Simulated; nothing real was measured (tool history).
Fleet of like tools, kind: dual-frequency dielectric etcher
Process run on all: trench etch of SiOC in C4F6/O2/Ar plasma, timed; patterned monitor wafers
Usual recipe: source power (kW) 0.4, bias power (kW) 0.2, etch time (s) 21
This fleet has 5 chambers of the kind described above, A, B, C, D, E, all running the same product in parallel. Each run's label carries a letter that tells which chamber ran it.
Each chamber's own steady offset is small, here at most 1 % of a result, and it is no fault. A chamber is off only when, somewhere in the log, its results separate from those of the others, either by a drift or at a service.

run,hour,source power (kW),bias power (kW),etch time (s),"read-back reference wafer on the same gauge, depth_nm",mean etch depth across the wafer (nm)
1A,5.9,0.4,0.2,21,39.402,44.63
2B,16,0.4,0.2,21,39.415,45.187
3E,21.9,0.4,0.2,21,39.404,44.571
4C,28.1,0.4,0.2,21,39.393,44.983
5D,35,0.4,0.2,21,39.379,45.038
6A,46.3,0.4,0.2,21,39.389,44.732
7E,53,0.4,0.2,21,39.392,44.79
8D,63,0.4,0.2,21,39.4,45.084
9C,75.1,0.4,0.2,21,39.39,45.004
10B,84.2,0.4,0.2,21,39.41,45.287
11A,96.8,0.4,0.2,21,39.398,44.921
12D,105.8,0.4,0.2,21,39.412,44.925
13C,114.6,0.4,0.2,21,39.407,45.172
# hour 119.6: chamber B: wet clean of the chamber
14B,122,0.4,0.2,21,39.389,45.483
15E,134.4,0.4,0.2,21,39.398,44.894
16C,146.3,0.32,0.172,21,39.402,39.253
17A,153.3,0.32,0.172,21,39.385,39.084
18B,163.2,0.32,0.172,21,39.377,39.786
19D,169.5,0.32,0.172,21,39.429,39.207
20E,180.1,0.32,0.172,21,39.418,39.217
21A,188,0.4,0.2,21,39.408,44.838
22E,196.7,0.4,0.2,21,39.414,44.825
23C,202.8,0.4,0.2,21,39.405,44.973
24B,209.8,0.4,0.2,21,39.398,45.57
25D,218.5,0.4,0.2,21,39.384,44.507
26D,227.2,0.4,0.2,21,39.405,44.667
27E,236.7,0.4,0.2,21,39.386,44.887
28C,244.4,0.4,0.2,21,39.393,45.063
29A,255.7,0.4,0.2,21,39.385,44.86
30B,264.7,0.4,0.2,21,39.379,45.392
# hour 271.7: chamber C: wet clean of the chamber
31E,277.4,0.4,0.2,21,39.406,44.937
32B,288.1,0.4,0.2,21,39.397,45.225
33C,298.1,0.47,0.2,25,39.4,56.8
34A,307,0.47,0.2,25,39.411,56.92
# hour 311.8: chamber E: wet clean of the chamber
35D,318.7,0.47,0.2,25,39.41,56.193
36B,331.2,0.47,0.2,25,39.407,57.266
37D,343.3,0.47,0.2,25,39.407,55.873
38C,355.9,0.4,0.2,21,39.402,45.066
39A,363.4,0.4,0.2,21,39.418,44.785
40E,373.7,0.4,0.2,21,39.412,44.89

Does one chamber stand apart from the rest, does the shared gauge drift, or is all well apart from small per-chamber offsets? Give the chamber and the most likely cause, where there is one.

One chamber, D, drifts off from the rest bit by bit.
Cause: etch rate under this chamber's usual, % = 1.97.
The log might look much the same if the cause were instead: source power that arrives under what is set, %; bias power that arrives under what is set, %.

Below are 4 candidate recipes for chamber D's next run, each the usual settings with a change, their results shown as question marks. Which of them brings D's results back in line with what the other chambers give on the usual settings?
In line means no further than this from the other chambers' mean on the usual settings: mean etch depth across the wafer (nm) 0.38
41D-1,382.9,0.38,0.2,21,,?
41D-2,382.9,0.4,0.212,21,,?
41D-3,382.9,0.4,0.199,21,,?
41D-4,382.9,0.4,0.201,21,,?

Other chambers, usual settings, mean: mean etch depth across the wafer (nm) 45.01
run,mean etch depth across the wafer (nm)
41D-1,43.299
41D-2,45.005
41D-3,44.089
41D-4,44.231
41D-2 brings the chamber back in line.
